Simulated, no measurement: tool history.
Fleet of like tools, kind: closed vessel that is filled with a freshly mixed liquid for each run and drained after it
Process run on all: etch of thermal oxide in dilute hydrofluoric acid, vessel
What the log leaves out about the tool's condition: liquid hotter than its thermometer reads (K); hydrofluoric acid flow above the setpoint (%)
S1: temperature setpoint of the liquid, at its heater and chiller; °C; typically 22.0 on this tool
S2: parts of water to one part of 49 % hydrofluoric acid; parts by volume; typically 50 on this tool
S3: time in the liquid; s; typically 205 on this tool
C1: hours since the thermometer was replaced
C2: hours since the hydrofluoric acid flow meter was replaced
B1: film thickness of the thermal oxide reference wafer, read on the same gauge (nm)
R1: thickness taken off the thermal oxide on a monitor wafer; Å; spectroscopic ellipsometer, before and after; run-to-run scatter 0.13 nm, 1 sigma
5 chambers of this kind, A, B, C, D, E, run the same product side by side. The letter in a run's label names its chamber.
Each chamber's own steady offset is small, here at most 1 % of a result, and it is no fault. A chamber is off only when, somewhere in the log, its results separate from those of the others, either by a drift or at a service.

{"run": "1C", "hour": 13.3, "S1": 22.0, "S2": 50, "S3": 205, "C1": 566.6, "C2": 1583.2, "B1": 69.977, "R1": 187.63}
{"run": "2D", "hour": 24.8, "S1": 22.0, "S2": 50, "S3": 205, "C1": 97.5, "C2": 37.3, "B1": 69.999, "R1": 189.41}
{"run": "3E", "hour": 33.3, "S1": 22.0, "S2": 50, "S3": 205, "C1": 196.1, "C2": 697.5, "B1": 70.009, "R1": 186.49}
{"run": "4A", "hour": 44.6, "S1": 22.0, "S2": 50, "S3": 205, "C1": 3056.5, "C2": 229.2, "B1": 69.992, "R1": 189.15}
{"run": "5B", "hour": 51.1, "S1": 22.0, "S2": 30, "S3": 125, "C1": 2305.9, "C2": 2013.0, "B1": 69.996, "R1": 198.17}
{"run": "6A", "hour": 60.8, "S1": 22.0, "S2": 30, "S3": 125, "C1": 3072.7, "C2": 245.4, "B1": 69.985, "R1": 197.54}
{"run": "7C", "hour": 68.4, "S1": 22.0, "S2": 30, "S3": 125, "C1": 621.7, "C2": 1638.3, "B1": 70.013, "R1": 193.32}
{"run": "8E", "hour": 75.4, "S1": 22.0, "S2": 30, "S3": 125, "C1": 238.2, "C2": 739.6, "B1": 70.001, "R1": 198.1}
{"run": "9B", "hour": 82.7, "S1": 22.0, "S2": 30, "S3": 125, "C1": 2337.5, "C2": 2044.6, "B1": 69.996, "R1": 193.87}
{"run": "10D", "hour": 96.2, "S1": 22.0, "S2": 50, "S3": 205, "C1": 168.9, "C2": 108.7, "B1": 69.985, "R1": 186.11}
{"run": "11B", "hour": 102.8, "S1": 22.0, "S2": 50, "S3": 205, "C1": 2357.6, "C2": 2064.7, "B1": 70.017, "R1": 188.35}
{"run": "12E", "hour": 116.0, "S1": 22.0, "S2": 50, "S3": 205, "C1": 278.8, "C2": 780.2, "B1": 69.981, "R1": 188.41}
{"run": "13A", "hour": 127.1, "S1": 22.0, "S2": 50, "S3": 205, "C1": 3139.0, "C2": 311.7, "B1": 70.011, "R1": 193.96}
{"run": "14C", "hour": 134.5, "S1": 22.0, "S2": 50, "S3": 205, "C1": 687.8, "C2": 1704.4, "B1": 70.018, "R1": 188.8}
{"hour": 138.6, "done": "chamber A: thermometer replaced"}
{"run": "15D", "hour": 141.0, "S1": 22.0, "S2": 50, "S3": 205, "C1": 213.7, "C2": 153.5, "B1": 69.982, "R1": 188.4}
{"run": "16C", "hour": 150.3, "S1": 22.0, "S2": 50, "S3": 205, "C1": 703.6, "C2": 1720.2, "B1": 69.992, "R1": 190.86}
{"run": "17B", "hour": 163.3, "S1": 22.0, "S2": 50, "S3": 205, "C1": 2418.1, "C2": 2125.2, "B1": 70.011, "R1": 189.36}
{"run": "18E", "hour": 173.6, "S1": 22.0, "S2": 50, "S3": 205, "C1": 336.4, "C2": 837.8, "B1": 69.963, "R1": 186.8}
{"run": "19A", "hour": 180.7, "S1": 22.0, "S2": 50, "S3": 205, "C1": 42.2, "C2": 365.3, "B1": 70.0, "R1": 195.44}
{"run": "20D", "hour": 190.4, "S1": 22.0, "S2": 50, "S3": 205, "C1": 263.1, "C2": 202.9, "B1": 69.986, "R1": 186.65}
{"run": "21A", "hour": 202.6, "S1": 22.0, "S2": 50, "S3": 205, "C1": 64.1, "C2": 387.2, "B1": 70.018, "R1": 197.36}
{"run": "22E", "hour": 211.9, "S1": 22.0, "S2": 50, "S3": 205, "C1": 374.7, "C2": 876.1, "B1": 69.973, "R1": 187.4}
{"run": "23B", "hour": 219.3, "S1": 22.0, "S2": 50, "S3": 205, "C1": 2474.1, "C2": 2181.2, "B1": 69.982, "R1": 189.32}
{"run": "24D", "hour": 226.9, "S1": 22.0, "S2": 50, "S3": 205, "C1": 299.6, "C2": 239.4, "B1": 70.025, "R1": 188.7}
{"run": "25C", "hour": 238.9, "S1": 22.0, "S2": 50, "S3": 205, "C1": 792.2, "C2": 1808.8, "B1": 69.979, "R1": 188.61}
{"run": "26B", "hour": 250.8, "S1": 22.0, "S2": 50, "S3": 205, "C1": 2505.6, "C2": 2212.7, "B1": 69.995, "R1": 190.67}
{"run": "27D", "hour": 263.5, "S1": 25.0, "S2": 40, "S3": 205, "C1": 336.2, "C2": 276.0, "B1": 69.971, "R1": 269.23}
{"run": "28C", "hour": 274.0, "S1": 25.0, "S2": 40, "S3": 205, "C1": 827.3, "C2": 1843.9, "B1": 69.998, "R1": 269.09}
{"run": "29E", "hour": 283.9, "S1": 25.0, "S2": 40, "S3": 205, "C1": 446.7, "C2": 948.1, "B1": 70.008, "R1": 271.14}
{"run": "30A", "hour": 289.8, "S1": 25.0, "S2": 40, "S3": 205, "C1": 151.3, "C2": 474.4, "B1": 70.022, "R1": 285.6}
{"run": "31E", "hour": 299.3, "S1": 25.0, "S2": 40, "S3": 205, "C1": 462.1, "C2": 963.5, "B1": 69.968, "R1": 271.71}
{"run": "32B", "hour": 308.3, "S1": 22.0, "S2": 50, "S3": 205, "C1": 2563.1, "C2": 2270.2, "B1": 69.992, "R1": 190.4}
{"run": "33C", "hour": 321.6, "S1": 22.0, "S2": 50, "S3": 205, "C1": 874.9, "C2": 1891.5, "B1": 70.022, "R1": 189.82}
{"run": "34D", "hour": 333.0, "S1": 22.0, "S2": 50, "S3": 205, "C1": 405.7, "C2": 345.5, "B1": 70.035, "R1": 188.0}
{"run": "35A", "hour": 344.2, "S1": 22.0, "S2": 50, "S3": 205, "C1": 205.7, "C2": 528.8, "B1": 70.011, "R1": 199.96}
{"hour": 350.3, "done": "chamber C: hydrofluoric acid flow meter replaced"}
{"run": "36B", "hour": 354.4, "S1": 19.5, "S2": 50, "S3": 205, "C1": 2609.2, "C2": 2316.3, "B1": 69.994, "R1": 168.26}
{"run": "37D", "hour": 366.3, "S1": 19.5, "S2": 50, "S3": 205, "C1": 439.0, "C2": 378.8, "B1": 69.951, "R1": 168.39}
{"run": "38C", "hour": 375.7, "S1": 19.5, "S2": 50, "S3": 205, "C1": 929.0, "C2": 25.5, "B1": 70.033, "R1": 168.83}
{"run": "39E", "hour": 387.2, "S1": 19.5, "S2": 50, "S3": 205, "C1": 550.0, "C2": 1051.4, "B1": 70.006, "R1": 169.07}
{"run": "40A", "hour": 396.2, "S1": 19.5, "S2": 50, "S3": 205, "C1": 257.7, "C2": 580.8, "B1": 70.032, "R1": 181.42}

One chamber off, gauge drift, or nothing amiss beyond the chambers' own small offsets? If it is a chamber, which one, and what is the likeliest cause?

One chamber, A, drifts off from the rest bit by bit.
What lies behind it: hydrofluoric acid flow above the setpoint (%) = 6.84.

Below are 4 candidate recipes for chamber A's next run, each the usual settings with a change, their results shown as question marks. Which of them brings A's results back in line with what the other chambers give on the usual settings?
In line here means within this much of the mean the other chambers give on the usual settings: R1 4.70 Å
{"run": "41A-1", "hour": 405.8, "S1": 21.5, "S2": 50, "S3": 185, "R1": "?"}
{"run": "41A-2", "hour": 405.8, "S1": 22.0, "S2": 50, "S3": 220, "R1": "?"}
{"run": "41A-3", "hour": 405.8, "S1": 22.0, "S2": 50, "S3": 190, "R1": "?"}
{"run": "41A-4", "hour": 405.8, "S1": 22.5, "S2": 50, "S3": 225, "R1": "?"}

Other chambers, usual settings, mean: R1 188.63 Å
run=41A-1 R1=179.26
run=41A-2 R1=217.61
run=41A-3 R1=187.93
run=41A-4 R1=227.16
41A-3 puts the chamber back in line with the other chambers.

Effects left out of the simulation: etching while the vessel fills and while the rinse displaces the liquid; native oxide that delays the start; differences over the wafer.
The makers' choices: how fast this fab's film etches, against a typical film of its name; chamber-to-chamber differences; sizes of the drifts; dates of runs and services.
